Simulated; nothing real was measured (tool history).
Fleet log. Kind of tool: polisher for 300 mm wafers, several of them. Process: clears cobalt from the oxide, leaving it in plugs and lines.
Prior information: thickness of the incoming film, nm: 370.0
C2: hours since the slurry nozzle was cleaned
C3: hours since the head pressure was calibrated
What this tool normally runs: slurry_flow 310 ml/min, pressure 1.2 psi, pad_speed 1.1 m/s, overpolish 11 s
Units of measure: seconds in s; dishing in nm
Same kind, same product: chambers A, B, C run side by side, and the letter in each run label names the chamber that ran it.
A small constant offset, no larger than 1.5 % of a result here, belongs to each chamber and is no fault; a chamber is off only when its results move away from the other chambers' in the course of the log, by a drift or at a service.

run 1B hour=14.3 | slurry_flow=310 pressure=1.2 pad_speed=1.1 overpolish=11 | wafers_polished_on_this_pad=617 C2=38.4 C3=82.1 | seconds=102.310 dishing=29.261
run 2C hour=21.2 | slurry_flow=310 pressure=1.2 pad_speed=1.1 overpolish=11 | wafers_polished_on_this_pad=349 C2=520.0 C3=258.8 | seconds=103.820 dishing=30.199
run 3A hour=32.4 | slurry_flow=310 pressure=1.2 pad_speed=1.1 overpolish=11 | wafers_polished_on_this_pad=823 C2=107.7 C3=375.6 | seconds=100.210 dishing=29.323
run 4C hour=47.1 | slurry_flow=310 pressure=1.2 pad_speed=1.1 overpolish=11 | wafers_polished_on_this_pad=578 C2=545.9 C3=284.7 | seconds=101.310 dishing=29.755
-- hour=57.6 chamber C: worn pad replaced by a new one
run 5B hour=60.9 | slurry_flow=310 pressure=1.2 pad_speed=1.1 overpolish=11 | wafers_polished_on_this_pad=1029 C2=85.0 C3=128.7 | seconds=99.943 dishing=30.057
run 6A hour=69.6 | slurry_flow=310 pressure=1.2 pad_speed=1.1 overpolish=11 | wafers_polished_on_this_pad=1152 C2=144.9 C3=412.8 | seconds=99.986 dishing=29.483
-- hour=69.8 chamber A: worn pad replaced by a new one
-- hour=78.2 chamber C: slurry nozzle cleaned
run 7A hour=81.9 | slurry_flow=250 pressure=1.2 pad_speed=1.1 overpolish=6 | wafers_polished_on_this_pad=107 C2=157.2 C3=425.1 | seconds=103.270 dishing=17.026
run 8C hour=92.8 | slurry_flow=250 pressure=1.2 pad_speed=1.1 overpolish=6 | wafers_polished_on_this_pad=312 C2=14.6 C3=330.4 | seconds=105.570 dishing=18.151
-- hour=96.5 chamber B: worn pad replaced by a new one
run 9B hour=105.8 | slurry_flow=250 pressure=1.2 pad_speed=1.1 overpolish=6 | wafers_polished_on_this_pad=82 C2=129.9 C3=173.6 | seconds=102.660 dishing=17.566
run 10A hour=120.6 | slurry_flow=310 pressure=1.4 pad_speed=1.1 overpolish=17 | wafers_polished_on_this_pad=450 C2=195.9 C3=463.8 | seconds=88.058 dishing=43.588
run 11B hour=128.9 | slurry_flow=310 pressure=1.4 pad_speed=1.1 overpolish=17 | wafers_polished_on_this_pad=286 C2=153.0 C3=196.7 | seconds=88.033 dishing=43.826
run 12C hour=142.1 | slurry_flow=310 pressure=1.4 pad_speed=1.1 overpolish=17 | wafers_polished_on_this_pad=748 C2=63.9 C3=379.7 | seconds=89.264 dishing=43.621
-- hour=148.4 chamber C: worn pad replaced by a new one
run 13B hour=155.2 | slurry_flow=310 pressure=1.2 pad_speed=1.1 overpolish=11 | wafers_polished_on_this_pad=519 C2=179.3 C3=223.0 | seconds=99.404 dishing=28.669
run 14C hour=166.3 | slurry_flow=310 pressure=1.2 pad_speed=1.1 overpolish=11 | wafers_polished_on_this_pad=159 C2=88.1 C3=403.9 | seconds=102.130 dishing=29.328
run 15A hour=173.3 | slurry_flow=310 pressure=1.2 pad_speed=1.1 overpolish=11 | wafers_polished_on_this_pad=916 C2=248.6 C3=516.5 | seconds=103.500 dishing=29.094
run 16B hour=186.6 | slurry_flow=310 pressure=1.2 pad_speed=1.1 overpolish=11 | wafers_polished_on_this_pad=797 C2=210.7 C3=254.4 | seconds=98.682 dishing=29.229
run 17C hour=193.7 | slurry_flow=310 pressure=1.2 pad_speed=1.1 overpolish=11 | wafers_polished_on_this_pad=401 C2=115.5 C3=431.3 | seconds=101.690 dishing=29.223
run 18A hour=201.9 | slurry_flow=205 pressure=1.2 pad_speed=1.1 overpolish=4 | wafers_polished_on_this_pad=1169 C2=277.2 C3=545.1 | seconds=107.180 dishing=12.835
run 19A hour=210.9 | slurry_flow=205 pressure=1.2 pad_speed=1.1 overpolish=4 | wafers_polished_on_this_pad=1249 C2=286.2 C3=554.1 | seconds=109.820 dishing=12.552
-- hour=215.7 chamber A: worn pad replaced by a new one
run 20B hour=222.5 | slurry_flow=205 pressure=1.2 pad_speed=1.1 overpolish=4 | wafers_polished_on_this_pad=1115 C2=246.6 C3=290.3 | seconds=104.650 dishing=12.394
-- hour=224.9 chamber C: worn pad replaced by a new one
run 21C hour=229.3 | slurry_flow=310 pressure=1.2 pad_speed=1.1 overpolish=11 | wafers_polished_on_this_pad=38 C2=151.1 C3=466.9 | seconds=102.260 dishing=29.136
run 22A hour=236.5 | slurry_flow=310 pressure=1.2 pad_speed=1.1 overpolish=11 | wafers_polished_on_this_pad=184 C2=311.8 C3=579.7 | seconds=103.880 dishing=30.107
-- hour=241.0 chamber B: worn pad replaced by a new one
run 23B hour=243.6 | slurry_flow=310 pressure=1.2 pad_speed=1.1 overpolish=11 | wafers_polished_on_this_pad=23 C2=267.7 C3=311.4 | seconds=101.900 dishing=29.168
run 24C hour=253.0 | slurry_flow=310 pressure=1.2 pad_speed=1.1 overpolish=11 | wafers_polished_on_this_pad=248 C2=174.8 C3=490.6 | seconds=101.970 dishing=28.030
run 25C hour=260.2 | slurry_flow=310 pressure=1.2 pad_speed=1.1 overpolish=11 | wafers_polished_on_this_pad=312 C2=182.0 C3=497.8 | seconds=102.590 dishing=29.081
-- hour=266.5 chamber B: slurry nozzle cleaned
run 26A hour=274.3 | slurry_flow=310 pressure=1.2 pad_speed=1.1 overpolish=11 | wafers_polished_on_this_pad=519 C2=349.6 C3=617.5 | seconds=100.850 dishing=29.558
run 27B hour=283.1 | slurry_flow=310 pressure=1.2 pad_speed=1.1 overpolish=11 | wafers_polished_on_this_pad=373 C2=16.7 C3=350.9 | seconds=99.544 dishing=29.168
run 28B hour=291.7 | slurry_flow=310 pressure=1.2 pad_speed=1.1 overpolish=11 | wafers_polished_on_this_pad=449 C2=25.3 C3=359.5 | seconds=102.240 dishing=30.983
run 29C hour=304.8 | slurry_flow=310 pressure=1.2 pad_speed=1.1 overpolish=11 | wafers_polished_on_this_pad=707 C2=226.6 C3=542.4 | seconds=103.650 dishing=30.483
-- hour=309.1 chamber C: worn pad replaced by a new one
run 30A hour=315.4 | slurry_flow=310 pressure=1.2 pad_speed=1.1 overpolish=11 | wafers_polished_on_this_pad=882 C2=390.7 C3=658.6 | seconds=100.890 dishing=29.288
run 31C hour=324.4 | slurry_flow=310 pressure=1.2 pad_speed=1.1 overpolish=11 | wafers_polished_on_this_pad=135 C2=246.2 C3=562.0 | seconds=104.630 dishing=29.718
run 32A hour=332.7 | slurry_flow=310 pressure=1.2 pad_speed=1.1 overpolish=11 | wafers_polished_on_this_pad=1035 C2=408.0 C3=675.9 | seconds=102.980 dishing=29.150
run 33B hour=343.1 | slurry_flow=310 pressure=1.2 pad_speed=1.1 overpolish=11 | wafers_polished_on_this_pad=904 C2=76.7 C3=410.9 | seconds=101.680 dishing=30.093
run 34A hour=357.3 | slurry_flow=310 pressure=1.2 pad_speed=1.1 overpolish=11 | wafers_polished_on_this_pad=1253 C2=432.6 C3=700.5 | seconds=103.110 dishing=29.949
run 35C hour=369.9 | slurry_flow=310 pressure=1.2 pad_speed=1.1 overpolish=11 | wafers_polished_on_this_pad=538 C2=291.7 C3=607.5 | seconds=104.050 dishing=29.448
run 36B hour=381.2 | slurry_flow=310 pressure=1.2 pad_speed=1.1 overpolish=11 | wafers_polished_on_this_pad=1241 C2=114.8 C3=449.0 | seconds=99.173 dishing=28.661
-- hour=382.9 chamber A: worn pad replaced by a new one
-- hour=386.5 chamber B: worn pad replaced by a new one
run 37B hour=391.1 | slurry_flow=310 pressure=1.2 pad_speed=1.1 overpolish=11 | wafers_polished_on_this_pad=41 C2=124.7 C3=458.9 | seconds=102.450 dishing=30.430
-- hour=396.9 chamber C: worn pad replaced by a new one
run 38A hour=405.0 | slurry_flow=310 pressure=1.2 pad_speed=1.1 overpolish=11 | wafers_polished_on_this_pad=196 C2=480.3 C3=748.2 | seconds=103.550 dishing=30.196
run 39C hour=416.3 | slurry_flow=385 pressure=1.2 pad_speed=1.1 overpolish=11 | wafers_polished_on_this_pad=172 C2=338.1 C3=653.9 | seconds=99.946 dishing=29.875
run 40B hour=429.1 | slurry_flow=385 pressure=1.2 pad_speed=1.1 overpolish=11 | wafers_polished_on_this_pad=377 C2=162.7 C3=496.9 | seconds=99.518 dishing=29.390
run 41C hour=438.2 | slurry_flow=385 pressure=1.2 pad_speed=1.1 overpolish=11 | wafers_polished_on_this_pad=365 C2=360.0 C3=675.8 | seconds=100.520 dishing=29.827

All chambers now run identical settings, listed one chamber a line with results as question marks. What results will each chamber show?
run 42A hour=448.9 | slurry_flow=310 pressure=1.2 pad_speed=1.1 overpolish=11 | seconds=? dishing=?
run 42B hour=448.9 | slurry_flow=310 pressure=1.2 pad_speed=1.1 overpolish=11 | seconds=? dishing=?
run 42C hour=448.9 | slurry_flow=310 pressure=1.2 pad_speed=1.1 overpolish=11 | seconds=? dishing=?

run=42A seconds=103.660 dishing=29.921
run=42B seconds=99.501 dishing=30.318
run=42C seconds=102.780 dishing=29.903

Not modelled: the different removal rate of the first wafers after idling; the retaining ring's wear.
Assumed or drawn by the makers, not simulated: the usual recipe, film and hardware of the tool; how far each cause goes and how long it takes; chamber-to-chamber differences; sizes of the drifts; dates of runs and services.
